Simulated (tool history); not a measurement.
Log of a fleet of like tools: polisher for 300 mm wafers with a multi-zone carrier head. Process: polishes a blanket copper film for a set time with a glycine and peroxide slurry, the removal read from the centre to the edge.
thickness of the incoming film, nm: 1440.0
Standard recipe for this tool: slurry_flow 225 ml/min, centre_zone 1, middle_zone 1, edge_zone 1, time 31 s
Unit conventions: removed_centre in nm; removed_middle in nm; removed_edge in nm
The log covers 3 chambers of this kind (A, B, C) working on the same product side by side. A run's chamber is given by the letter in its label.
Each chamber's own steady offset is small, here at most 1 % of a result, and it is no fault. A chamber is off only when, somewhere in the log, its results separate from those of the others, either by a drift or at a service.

run,hour,slurry_flow,centre_zone,middle_zone,edge_zone,time,wafers polished on this pad,hours since the slurry nozzle was cleaned,hours since the centre zone pressure was calibrated,hours since the edge zone pressure was calibrated,removed_centre,removed_middle,removed_edge
# hour 3.5: chamber C: worn pad replaced by a new one
1B,7.3,225,1,1,1,31,203,507.1,287.5,127.3,200.09,200.98,204.73
2C,12.5,225,1,1,1,31,119,333.7,166.6,163.6,201.19,202.32,203.94
3A,22.1,225,1,1,1,31,514,157.6,323.7,817.6,204.58,198.68,198.11
4C,31.4,225,1,1,1,31,369,352.6,185.5,182.5,200.25,201.3,203.13
# hour 34.2: chamber A: worn pad replaced by a new one
5B,41.4,150,1,1,1,36,653,541.2,321.6,161.4,215.75,217.69,227.13
6A,46.1,150,1,1,1,36,157,181.6,347.7,841.6,222.69,218.1,227.46
# hour 47.1: chamber C: worn pad replaced by a new one
# hour 51: chamber B: worn pad replaced by a new one
7A,52.7,150,1,1,1,36,244,188.2,354.3,848.2,219.68,217.73,224.5
8B,59.8,225,1,1,1,31,117,559.6,340,179.8,204.65,200.9,204.48
9C,70.2,225,1,1,1,31,305,391.4,224.3,221.3,195.7,202.71,204.46
# hour 73.8: chamber A: edge zone pressure recalibrated
10A,75.4,225,1,1,1,31,544,210.9,377,1.7,207.52,198.95,201.88
# hour 85.4: chamber A: worn pad replaced by a new one
11B,86.1,225,1,1,1,31,464,585.9,366.3,206.1,201.76,203.8,204.08
12C,93,225,1,1,1,31,606,414.2,247.1,244.1,202.86,201.41,199.84
# hour 93.3: chamber C: worn pad replaced by a new one
13A,99.2,225,1,1,1,31,183,234.7,400.8,25.5,206.05,201.96,201.88
# hour 104.3: chamber B: worn pad replaced by a new one
14B,107.3,225,1,1,1,31,40,607.1,387.5,227.3,206.85,204.52,203.19
15C,112.8,225,1,1,1,31,258,434,266.9,263.9,200.68,199.35,202.26
16A,123.4,225,1,1,1,31,503,258.9,425,49.7,213.99,198.78,200.17
17C,130.3,225,1,1,1,21,489,451.5,284.4,281.4,136.34,135.03,137.2
# hour 137.2: chamber B: slurry nozzle cleaned
# hour 138: chamber C: worn pad replaced by a new one
18B,138.6,225,1,1,1,21,454,1.4,418.8,258.6,138.4,137.6,137.48
# hour 140.2: chamber A: worn pad replaced by a new one
# hour 144.8: chamber C: edge zone pressure recalibrated
19A,147.5,225,1,1,1,21,97,283,449.1,73.8,142.55,135.38,137.13
20B,153.6,225,1,1,1,31,652,16.4,433.8,273.6,201.56,202.48,204.24
21C,159,225,1,1,1,31,277,480.2,313.1,14.3,200.19,201.56,203.77
# hour 164.8: chamber B: worn pad replaced by a new one
22B,165.9,225,1,1,1,31,15,28.7,446.1,285.9,203.9,203.75,204.73
23A,174.6,225,1,1,1,31,455,310.1,476.2,100.9,215.84,198.13,200.04
# hour 179.5: chamber C: worn pad replaced by a new one
24C,184.9,225,1,1,1,31,71,506.1,339,40.2,204.24,201.33,201.6
# hour 185.5: chamber A: worn pad replaced by a new one
25C,190.5,225,1,1,1,31,145,511.7,344.6,45.8,204.89,204.02,205.16
26A,195.7,225,1,1,1,31,135,331.2,497.3,122,222.3,202.13,200.57
27B,204.7,160,1,1,1,31,527,67.5,484.9,324.7,190.72,191.22,197
28B,209.9,160,1,1,1,31,596,72.7,490.1,329.9,192.51,191.23,197.77
29C,219.4,160,1,1,1,31,527,540.6,373.5,74.7,193.3,190.33,196.31
# hour 226.8: chamber C: worn pad replaced by a new one
30A,227.5,225,1,1,1,31,555,363,529.1,153.8,217.88,198.72,201.94
# hour 232.1: chamber A: worn pad replaced by a new one
31C,237.1,225,1,1,1,31,136,558.3,391.2,92.4,203.34,202.75,202.27
32A,242.8,225,1.12,1,1,31,141,378.3,544.4,169.1,252.25,201.28,203.88

One chamber off, gauge drift, or nothing amiss beyond the chambers' own small offsets? If it is a chamber, which one, and what is the likeliest cause?

Chamber A drifts away from the others.
Most likely cause: centre zone's pressure above its setpoint, % = 10.1.

Below are 4 candidate recipes for chamber A's next run, each the usual settings with a change, their results shown as question marks. Which of them brings A's results back in line with what the other chambers give on the usual settings?
Allowed miss from the other chambers' usual-settings mean, per result, to count as in line: removed_centre 9.7 nm; removed_middle 5.2 nm; removed_edge 4.6 nm
33A-1,250.6,225,0.98,1,1.01,31,,,,,?,?,?
33A-2,250.6,220,0.91,1.02,1.03,31,,,,,?,?,?
33A-3,250.6,230,1.09,0.98,0.97,31,,,,,?,?,?
33A-4,250.6,225,1.02,1,0.99,31,,,,,?,?,?

The mean the other chambers reach with the usual settings: removed_centre 202.87 nm; removed_middle 202.1 nm; removed_edge 203.75 nm
run,removed_centre,removed_middle,removed_edge
33A-1,220.47,200.18,203.38
33A-2,202.48,203.33,204.97
33A-3,248.48,196.94,199.65
33A-4,230.39,200.14,201.28
With 33A-2, the chamber falls back in line with the rest.
